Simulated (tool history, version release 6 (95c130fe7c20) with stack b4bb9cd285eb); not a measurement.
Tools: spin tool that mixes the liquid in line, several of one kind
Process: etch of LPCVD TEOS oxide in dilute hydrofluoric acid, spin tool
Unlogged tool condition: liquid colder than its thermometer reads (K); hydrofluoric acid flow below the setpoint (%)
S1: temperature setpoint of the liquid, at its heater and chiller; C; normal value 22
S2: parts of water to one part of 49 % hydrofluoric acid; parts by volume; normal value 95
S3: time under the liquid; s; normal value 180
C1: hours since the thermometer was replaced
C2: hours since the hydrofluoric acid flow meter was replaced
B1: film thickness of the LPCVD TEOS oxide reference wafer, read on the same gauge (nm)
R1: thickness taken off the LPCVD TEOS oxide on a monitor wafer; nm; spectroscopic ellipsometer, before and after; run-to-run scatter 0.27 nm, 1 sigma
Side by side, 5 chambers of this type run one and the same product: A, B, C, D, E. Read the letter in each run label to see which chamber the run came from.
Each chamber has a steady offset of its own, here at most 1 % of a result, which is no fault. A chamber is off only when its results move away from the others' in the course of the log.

run 1B hour=6.2 | S1=22 S2=95 S3=180 | C1=149.5 C2=274.1 | B1=29.975 | R1=29.652
run 2D hour=18.5 | S1=22 S2=95 S3=180 | C1=570.0 C2=405.4 | B1=30.013 | R1=29.349
run 3E hour=31.0 | S1=22 S2=95 S3=180 | C1=579.9 C2=497.7 | B1=29.980 | R1=29.193
run 4C hour=43.8 | S1=22 S2=95 S3=180 | C1=1400.5 C2=67.5 | B1=30.021 | R1=29.847
run 5A hour=50.2 | S1=22 S2=95 S3=180 | C1=2313.4 C2=199.4 | B1=29.994 | R1=29.450
run 6E hour=56.1 | S1=22 S2=135 S3=180 | C1=605.0 C2=522.8 | B1=30.032 | R1=19.719
run 7C hour=62.0 | S1=22 S2=135 S3=180 | C1=1418.7 C2=85.7 | B1=30.029 | R1=20.280
run 8A hour=72.3 | S1=22 S2=135 S3=180 | C1=2335.5 C2=221.5 | B1=30.024 | R1=19.555
run 9B hour=85.6 | S1=22 S2=135 S3=180 | C1=228.9 C2=353.5 | B1=30.002 | R1=20.110
run 10D hour=91.6 | S1=22 S2=135 S3=180 | C1=643.1 C2=478.5 | B1=30.019 | R1=19.785
run 11C hour=100.4 | S1=22 S2=95 S3=180 | C1=1457.1 C2=124.1 | B1=30.024 | R1=29.722
run 12D hour=109.6 | S1=22 S2=65 S3=180 | C1=661.1 C2=496.5 | B1=30.013 | R1=44.878
run 13E hour=122.6 | S1=22 S2=65 S3=180 | C1=671.5 C2=589.3 | B1=29.993 | R1=44.037
run 14A hour=130.5 | S1=22 S2=65 S3=180 | C1=2393.7 C2=279.7 | B1=30.003 | R1=45.554
run 15B hour=140.5 | S1=22 S2=65 S3=180 | C1=283.8 C2=408.4 | B1=30.000 | R1=44.092
run 16E hour=151.4 | S1=22 S2=65 S3=180 | C1=700.3 C2=618.1 | B1=30.005 | R1=44.862
run 17A hour=159.9 | S1=22 S2=95 S3=180 | C1=2423.1 C2=309.1 | B1=29.967 | R1=29.585
run 18C hour=166.9 | S1=22 S2=95 S3=180 | C1=1523.6 C2=190.6 | B1=29.978 | R1=29.838
run 19B hour=180.1 | S1=22 S2=95 S3=180 | C1=323.4 C2=448.0 | B1=30.012 | R1=29.826
run 20D hour=191.4 | S1=20 S2=95 S3=180 | C1=742.9 C2=578.3 | B1=29.995 | R1=27.208
run 21C hour=203.0 | S1=20 S2=95 S3=180 | C1=1559.7 C2=226.7 | B1=30.015 | R1=26.803
run 22A hour=215.2 | S1=20 S2=95 S3=180 | C1=2478.4 C2=364.4 | B1=30.018 | R1=27.329
run 23D hour=221.5 | S1=20 S2=95 S3=180 | C1=773.0 C2=608.4 | B1=29.976 | R1=27.209
run 24E hour=234.4 | S1=20 S2=95 S3=180 | C1=783.3 C2=701.1 | B1=30.048 | R1=27.193
run 25B hour=245.6 | S1=22 S2=95 S3=180 | C1=388.9 C2=513.5 | B1=30.012 | R1=29.576
run 26E hour=254.8 | S1=22 S2=95 S3=180 | C1=803.7 C2=721.5 | B1=30.003 | R1=29.591
run 27D hour=262.1 | S1=22 S2=95 S3=180 | C1=813.6 C2=649.0 | B1=30.010 | R1=29.551
run 28C hour=274.5 | S1=22 S2=95 S3=180 | C1=1631.2 C2=298.2 | B1=29.983 | R1=28.668
-- hour=277.1 chamber E: hydrofluoric acid flow meter replaced
run 29A hour=280.4 | S1=24 S2=95 S3=95 | C1=2543.6 C2=429.6 | B1=29.987 | R1=17.031
run 30B hour=288.9 | S1=24 S2=95 S3=95 | C1=432.2 C2=556.8 | B1=30.010 | R1=16.920
run 31B hour=301.4 | S1=24 S2=95 S3=95 | C1=444.7 C2=569.3 | B1=30.018 | R1=17.075
run 32A hour=307.6 | S1=24 S2=95 S3=95 | C1=2570.8 C2=456.8 | B1=30.015 | R1=17.091
run 33E hour=317.0 | S1=24 S2=95 S3=95 | C1=865.9 C2=40.0 | B1=30.021 | R1=17.070
run 34C hour=327.5 | S1=22 S2=95 S3=180 | C1=1684.2 C2=351.2 | B1=29.985 | R1=27.990
run 35D hour=334.7 | S1=22 S2=95 S3=180 | C1=886.2 C2=721.6 | B1=29.968 | R1=29.247
run 36C hour=343.0 | S1=22 S2=95 S3=180 | C1=1699.7 C2=366.7 | B1=29.999 | R1=27.352
run 37B hour=352.5 | S1=22 S2=95 S3=180 | C1=495.8 C2=620.4 | B1=29.986 | R1=29.493
run 38A hour=361.8 | S1=22 S2=95 S3=180 | C1=2625.0 C2=511.0 | B1=29.994 | R1=30.003
run 39D hour=371.8 | S1=22 S2=95 S3=180 | C1=923.3 C2=758.7 | B1=30.018 | R1=29.599
run 40E hour=385.1 | S1=22 S2=95 S3=180 | C1=934.0 C2=108.1 | B1=29.984 | R1=29.412
run 41C hour=397.3 | S1=22 S2=95 S3=180 | C1=1754.0 C2=421.0 | B1=29.998 | R1=27.134
run 42A hour=403.8 | S1=22 S2=95 S3=180 | C1=2667.0 C2=553.0 | B1=29.986 | R1=29.516
run 43E hour=415.2 | S1=22 S2=95 S3=180 | C1=964.1 C2=138.2 | B1=30.006 | R1=29.940

Has any chamber moved away from the others, gradually or after a service, or does the common gauge drift, or do the chambers differ only by their own small steady offsets? State the chamber and the most likely cause if one applies.

One chamber, C, drifts off from the rest bit by bit.
Most likely cause: liquid colder than its thermometer reads (K) = 2.48.
The log may not separate it from: hydrofluoric acid flow below the setpoint (%).

Below are 4 candidate recipes for chamber C's next run, each the usual settings with a change, their results shown as question marks. Which of them brings C's results back in line with what the other chambers give on the usual settings?
To be in line, a result may differ from the other chambers' mean on the usual settings by at most: R1 0.950 nm
run 44C-1 hour=424.8 | S1=18.0 S2=95 S3=180 | R1=?
run 44C-2 hour=424.8 | S1=22.5 S2=95 S3=205 | R1=?
run 44C-3 hour=424.8 | S1=22.0 S2=90 S3=185 | R1=?
run 44C-4 hour=424.8 | S1=22.0 S2=100 S3=175 | R1=?

On the usual settings, the other chambers give on average: R1 29.554 nm
run=44C-1 R1=22.793
run=44C-2 R1=31.335
run=44C-3 R1=29.377
run=44C-4 R1=24.775
The right change is 44C-3: it brings the chamber back within the allowed miss of the others.

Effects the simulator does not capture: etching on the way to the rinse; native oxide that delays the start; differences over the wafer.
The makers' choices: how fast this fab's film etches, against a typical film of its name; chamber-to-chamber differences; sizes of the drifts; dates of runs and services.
